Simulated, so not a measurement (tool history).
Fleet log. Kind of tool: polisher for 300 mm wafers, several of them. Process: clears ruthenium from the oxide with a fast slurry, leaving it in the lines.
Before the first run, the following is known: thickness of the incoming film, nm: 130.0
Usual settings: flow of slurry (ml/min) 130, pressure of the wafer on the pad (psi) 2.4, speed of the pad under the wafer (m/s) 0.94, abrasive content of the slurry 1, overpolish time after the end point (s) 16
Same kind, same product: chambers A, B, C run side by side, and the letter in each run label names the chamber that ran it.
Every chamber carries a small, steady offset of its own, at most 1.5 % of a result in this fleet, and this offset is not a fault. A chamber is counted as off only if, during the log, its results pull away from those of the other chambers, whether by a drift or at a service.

| run | hour | flow of slurry (ml/min) | pressure of the wafer on the pad (psi) | speed of the pad under the wafer (m/s) | abrasive content of the slurry | overpolish time after the end point (s) | time until the end point was called (s) | dishing of a wide line in a test structure (angstrom) |
|---|---|---|---|---|---|---|---|---|
|  | 5.8 | chamber B: slurry blender recalibrated |
| 1C | 8.9 | 130 | 2.4 | 0.94 | 1 | 16 | 42.93 | 398.31 |
| 2A | 17.3 | 130 | 2.4 | 0.94 | 1 | 16 | 42.925 | 400.38 |
| 3B | 23.3 | 130 | 2.4 | 0.94 | 1 | 16 | 42.866 | 391.93 |
| 4B | 30.1 | 130 | 2.4 | 0.94 | 1 | 16 | 43.902 | 400.37 |
| 5A | 36.6 | 130 | 2.4 | 0.94 | 1 | 16 | 43.246 | 404.06 |
| 6C | 43.7 | 130 | 2.4 | 0.94 | 1 | 16 | 43.092 | 399.28 |
| 7C | 51.1 | 130 | 2.4 | 0.94 | 1 | 16 | 42.522 | 396.62 |
| 8A | 58.3 | 130 | 2.4 | 0.94 | 1 | 16 | 42.619 | 393.55 |
|  | 61 | chamber B: worn pad replaced by a new one |
| 9B | 63.9 | 170 | 2.4 | 0.94 | 1 | 16 | 40.929 | 419.56 |
|  | 67.4 | chamber A: worn pad replaced by a new one |
| 10B | 73.4 | 170 | 2.4 | 0.94 | 1 | 16 | 40.973 | 418.31 |
| 11A | 83 | 170 | 2.4 | 0.94 | 1 | 16 | 41.41 | 418.75 |
|  | 84.1 | chamber C: worn pad replaced by a new one |
| 12C | 92.6 | 130 | 2.4 | 0.94 | 1 | 16 | 42.29 | 408.91 |
| 13C | 101 | 130 | 2.4 | 0.94 | 1 | 16 | 42.767 | 410.62 |
| 14A | 107.8 | 130 | 2.4 | 0.94 | 1 | 16 | 42.662 | 406.54 |
| 15B | 116 | 130 | 2.4 | 0.74 | 1 | 16 | 55.141 | 315.11 |
| 16A | 125.9 | 130 | 2.4 | 0.74 | 1 | 16 | 55.717 | 323.12 |
| 17B | 133.5 | 130 | 2.4 | 0.74 | 1 | 16 | 55.359 | 322.16 |
|  | 136.7 | chamber B: slurry nozzle cleaned |
| 18C | 140 | 130 | 2.4 | 0.94 | 1 | 16 | 43.866 | 401.66 |
| 19A | 147.7 | 130 | 2.4 | 0.94 | 1 | 16 | 43.893 | 398.56 |
|  | 155.2 | chamber B: worn pad replaced by a new one |
| 20B | 156.2 | 130 | 2.4 | 0.94 | 1 | 16 | 43.625 | 392.75 |

Is one chamber out of step, is the gauge drifting, or do the chambers differ by no more than their own small offsets? For an off chamber, give its letter and the likeliest cause.

Nothing is wrong: each chamber keeps only its own small, steady offset and the gauge holds still.

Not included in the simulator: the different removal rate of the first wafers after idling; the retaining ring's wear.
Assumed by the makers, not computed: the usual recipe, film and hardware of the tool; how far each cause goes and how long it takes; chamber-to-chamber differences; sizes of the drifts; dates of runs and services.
